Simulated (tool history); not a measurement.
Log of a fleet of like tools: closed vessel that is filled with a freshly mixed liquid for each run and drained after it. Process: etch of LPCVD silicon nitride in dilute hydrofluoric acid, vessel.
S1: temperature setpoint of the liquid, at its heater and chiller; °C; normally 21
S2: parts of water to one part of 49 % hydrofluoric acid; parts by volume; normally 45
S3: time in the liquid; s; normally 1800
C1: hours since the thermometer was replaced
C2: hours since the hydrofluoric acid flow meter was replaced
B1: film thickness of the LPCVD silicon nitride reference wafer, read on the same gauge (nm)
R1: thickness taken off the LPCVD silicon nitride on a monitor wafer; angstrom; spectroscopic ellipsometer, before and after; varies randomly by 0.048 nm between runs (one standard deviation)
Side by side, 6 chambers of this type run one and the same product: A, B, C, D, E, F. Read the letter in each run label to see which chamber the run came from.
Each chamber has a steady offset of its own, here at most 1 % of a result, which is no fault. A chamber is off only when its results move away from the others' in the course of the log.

| run | hour | S1 | S2 | S3 | C1 | C2 | B1 | R1 |
|---|---|---|---|---|---|---|---|---|
| 1D | 9.6 | 21 | 45 | 1800 | 2357.7 | 338.9 | 100.01 | 144.15 |
| 2E | 21.6 | 21 | 45 | 1800 | 1627.2 | 26.5 | 99.971 | 142.87 |
| 3B | 35.4 | 21 | 45 | 1800 | 715.3 | 1386.8 | 100.03 | 143.94 |
| 4C | 43 | 21 | 45 | 1800 | 174.2 | 949.8 | 100.02 | 144.24 |
| 5A | 50.9 | 21 | 30 | 1800 | 238.1 | 682.3 | 100.03 | 213.37 |
| 6F | 58 | 21 | 30 | 1800 | 2645.2 | 290.4 | 100.01 | 212.68 |
| 7B | 66.2 | 21 | 30 | 1800 | 746.1 | 1417.6 | 99.994 | 214.76 |
| 8C | 74.7 | 21 | 30 | 1800 | 205.9 | 981.5 | 99.991 | 212.68 |
| 9A | 83.1 | 21 | 30 | 1800 | 270.3 | 714.5 | 100 | 214.49 |
| 10D | 91.1 | 21 | 30 | 1800 | 2439.2 | 420.4 | 99.977 | 210.93 |
| 11E | 101.1 | 21 | 45 | 1800 | 1706.7 | 106 | 100 | 142.79 |
| 12F | 113.3 | 21 | 45 | 1800 | 2700.5 | 345.7 | 100.04 | 141.03 |
| 13F | 122.3 | 21 | 45 | 1800 | 2709.5 | 354.7 | 99.978 | 141.35 |
| 14D | 133.6 | 21 | 45 | 1800 | 2481.7 | 462.9 | 99.982 | 143.26 |
| 15B | 142.6 | 21 | 45 | 1800 | 822.5 | 1494 | 100.05 | 143.31 |
|  | 145.1 | chamber A: hydrofluoric acid flow meter replaced |
| 16E | 155.7 | 21 | 45 | 1800 | 1761.3 | 160.6 | 99.967 | 142.24 |
|  | 158.7 | chamber B: hydrofluoric acid flow meter replaced |
| 17A | 165.1 | 21 | 45 | 1800 | 352.3 | 20.1 | 100 | 143.2 |
| 18C | 175.9 | 21 | 45 | 1800 | 307.1 | 1082.7 | 100.03 | 141.07 |
| 19F | 186 | 21 | 45 | 1800 | 2773.2 | 418.4 | 99.949 | 141.61 |
| 20E | 198.8 | 17 | 25 | 1800 | 1804.4 | 203.7 | 100.03 | 187.78 |
| 21A | 212.4 | 17 | 25 | 1800 | 399.6 | 67.4 | 99.999 | 192.65 |
| 22C | 221.5 | 17 | 25 | 1800 | 352.7 | 1128.3 | 100.02 | 188.1 |
|  | 222.5 | chamber B: thermometer replaced |
| 23D | 228.8 | 17 | 25 | 1800 | 2576.9 | 558.1 | 99.993 | 188.89 |
| 24B | 235.7 | 17 | 25 | 1800 | 13.2 | 77.1 | 100.03 | 194.95 |
| 25D | 244.1 | 17 | 25 | 1800 | 2592.2 | 573.4 | 99.935 | 189.46 |
|  | 254.2 | chamber F: thermometer replaced |
| 26F | 254.3 | 23 | 35 | 1800 | 0.2 | 486.7 | 99.981 | 208.4 |
| 27A | 268.3 | 23 | 35 | 1800 | 455.5 | 123.3 | 99.994 | 211.65 |
| 28E | 278 | 23 | 35 | 1800 | 1883.6 | 282.9 | 100.01 | 207.86 |
| 29C | 291.2 | 23 | 35 | 1800 | 422.4 | 1198 | 100 | 202.48 |
| 30B | 305 | 23 | 35 | 1800 | 82.5 | 146.4 | 100.02 | 212.56 |
| 31A | 315.6 | 23 | 35 | 1800 | 502.8 | 170.6 | 100.01 | 209.1 |
| 32F | 323.3 | 25 | 55 | 1800 | 69.2 | 555.7 | 100 | 153.87 |
| 33C | 330 | 25 | 55 | 1800 | 461.2 | 1236.8 | 99.973 | 148.44 |
| 34D | 337.4 | 25 | 55 | 1800 | 2685.5 | 666.7 | 100.05 | 155.22 |
| 35E | 347.2 | 25 | 55 | 1800 | 1952.8 | 352.1 | 99.986 | 155.67 |
| 36B | 358 | 25 | 55 | 1800 | 135.5 | 199.4 | 100.02 | 155.35 |
| 37C | 364.5 | 25 | 55 | 1800 | 495.7 | 1271.3 | 99.998 | 148.14 |
| 38B | 372.6 | 21 | 45 | 1800 | 150.1 | 214 | 99.97 | 143.88 |
| 39E | 385.9 | 21 | 45 | 1800 | 1991.5 | 390.8 | 100.02 | 142.67 |
| 40D | 397.9 | 21 | 45 | 1800 | 2746 | 727.2 | 100 | 143.39 |
| 41A | 404.2 | 21 | 45 | 1800 | 591.4 | 259.2 | 100.02 | 142.88 |
| 42F | 414 | 21 | 45 | 1800 | 159.9 | 646.4 | 99.994 | 141.73 |
| 43B | 425.8 | 21 | 45 | 1800 | 203.3 | 267.2 | 100.01 | 144.12 |

Which is it: a chamber that has drifted or been left off by a service, a gauge drift common to all chambers, or only each chamber's usual small offset? If a chamber is off, name it and its likeliest cause.

Little by little, chamber C moves away from the other chambers.
Cause: liquid colder than its thermometer reads (K) = 0.705.
It could be hard to tell apart here from: hydrofluoric acid flow below the setpoint (%).

Here are 4 candidates for chamber C's next run, each the usual settings with a change, their results left as question marks. Which one brings its results back in line with what the others give on the usual settings?
In line here means within this much of the mean the other chambers give on the usual settings: R1 1.7 angstrom
| 44C-1 | 435.9 | 21 | 45 | 1720 |  |  |  | ? |
| 44C-2 | 435.9 | 21 | 45 | 1760 |  |  |  | ? |
| 44C-3 | 435.9 | 21 | 45 | 1840 |  |  |  | ? |
| 44C-4 | 435.9 | 21 | 45 | 1890 |  |  |  | ? |

What the other chambers average on the usual settings: R1 143.21 angstrom
| run | R1 |
|---|---|
| 44C-1 | 130.3 |
| 44C-2 | 133.33 |
| 44C-3 | 139.4 |
| 44C-4 | 143.18 |
The right change is 44C-4: it brings the chamber back within the allowed miss of the others.
